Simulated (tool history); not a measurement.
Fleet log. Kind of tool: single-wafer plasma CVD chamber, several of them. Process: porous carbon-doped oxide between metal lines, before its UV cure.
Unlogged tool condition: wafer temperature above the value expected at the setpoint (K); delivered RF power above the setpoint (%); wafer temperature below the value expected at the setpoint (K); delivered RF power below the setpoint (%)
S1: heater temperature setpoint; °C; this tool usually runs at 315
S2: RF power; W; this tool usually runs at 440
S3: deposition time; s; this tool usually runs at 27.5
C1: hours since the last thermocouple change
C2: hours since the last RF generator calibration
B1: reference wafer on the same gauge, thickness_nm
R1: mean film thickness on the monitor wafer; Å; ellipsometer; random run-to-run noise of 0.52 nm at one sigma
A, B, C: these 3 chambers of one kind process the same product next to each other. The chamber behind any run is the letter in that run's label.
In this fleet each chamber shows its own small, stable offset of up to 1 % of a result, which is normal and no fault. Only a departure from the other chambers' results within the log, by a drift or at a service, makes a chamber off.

run,day,S1,S2,S3,C1,C2,B1,R1
1C,0.196,315,440,27.5,151.4,720.0,101.02,1254.7
2B,0.458,315,440,27.5,1244.1,1681.3,100.93,1262.4
3A,0.633,315,440,27.5,678.7,295.5,100.87,1272.2
4C,0.833,315,440,27.5,166.7,735.3,100.91,1250.6
5B,1.158,315,440,27.5,1260.9,1698.1,101.07,1250.7
6A,1.467,329,440,24.3,698.7,315.5,101.11,1048.7
7B,1.662,329,440,24.3,1273.0,1710.2,100.96,1039.9
8C,1.854,329,440,24.3,191.2,759.8,100.93,1033.1
9A,2.088,315,440,27.5,713.6,330.4,100.99,1256.2
10C,2.425,315,440,27.5,204.9,773.5,101.07,1245.2
11B,2.588,315,440,27.5,1295.2,1732.4,101.08,1246.6
12A,2.879,315,440,27.5,732.6,349.4,101.06,1260.4
13A,3.050,315,440,27.5,736.7,353.5,101.05,1276.5
14B,3.392,315,440,27.5,1314.5,1751.7,101.02,1253.1
15C,3.546,315,440,27.5,231.8,800.4,101.05,1242.3
16A,3.762,315,440,27.5,753.8,370.6,101.02,1251.8
17C,4.083,315,440,27.5,244.7,813.3,101.00,1249.0
18B,4.254,315,500,22.3,1335.2,1772.4,101.01,1123.0
19A,4.538,315,500,22.3,772.4,389.2,101.02,1135.7
20C,4.808,315,500,22.3,262.1,830.7,101.11,1108.8
21B,5.075,315,440,27.5,1354.9,1792.1,101.04,1253.3
22C,5.262,315,440,27.5,273.0,841.6,100.94,1242.5
23A,5.579,315,440,27.5,797.4,414.2,100.94,1267.8
24B,5.788,315,440,27.5,1372.0,1809.2,100.99,1252.0
25B,6.092,315,500,27.5,1379.3,1816.5,101.01,1382.8
26C,6.396,315,500,27.5,300.2,868.8,100.99,1353.1
27A,6.675,315,500,27.5,823.7,440.5,100.98,1388.2
28A,6.904,315,440,27.5,829.2,446.0,100.98,1265.5
29B,7.154,315,440,27.5,1404.8,1842.0,101.07,1256.0
30C,7.438,315,440,27.5,325.2,893.8,100.98,1211.4
31B,7.692,315,440,27.5,1417.7,1854.9,101.03,1250.8
32A,7.892,315,440,27.5,852.9,469.7,101.01,1261.5
# day 8.050: chamber B: RF generator calibrated
33C,8.179,315,440,27.5,343.0,911.6,100.98,1217.5
34A,8.425,315,440,27.5,865.7,482.5,101.12,1268.0
35C,8.771,315,440,27.5,357.2,925.8,100.95,1220.6
36B,9.104,315,440,27.5,1451.6,25.4,101.02,1254.4
37A,9.300,315,440,27.5,886.7,503.5,101.01,1265.3
38B,9.479,303,440,31.2,1460.6,34.4,100.92,1500.7
39C,9.738,303,440,31.2,380.4,949.0,100.91,1469.9
40A,9.921,303,440,31.2,901.6,518.4,101.06,1516.5
41B,10.179,315,440,27.5,1477.4,51.2,101.04,1253.1
42C,10.442,315,440,27.5,397.3,965.9,101.05,1207.4

One chamber off, gauge drift, or nothing amiss beyond the chambers' own small offsets? If it is a chamber, which one, and what is the likeliest cause?

Little by little, chamber C moves away from the other chambers.
Likeliest cause: delivered RF power below the setpoint (%) = 5.51.

Chamber C could run next with any of the 4 candidate recipes listed below; each alters the usual settings, and their results appear as question marks. Which one brings its results back in line with what the other chambers deliver on the usual settings?
In-line tolerance around the mean of the other chambers on the usual settings: R1 18.0 Å
43C-1,10.696,317,440,25.6,,,,?
43C-2,10.696,313,440,29.4,,,,?
43C-3,10.696,315,430,26.7,,,,?
43C-4,10.696,314,440,28.6,,,,?

Mean of the other chambers on the usual settings: R1 1260.9 Å
run,R1
43C-1,1112.4
43C-2,1299.1
43C-3,1150.2
43C-4,1258.1
With 43C-4, the chamber falls back in line with the rest.

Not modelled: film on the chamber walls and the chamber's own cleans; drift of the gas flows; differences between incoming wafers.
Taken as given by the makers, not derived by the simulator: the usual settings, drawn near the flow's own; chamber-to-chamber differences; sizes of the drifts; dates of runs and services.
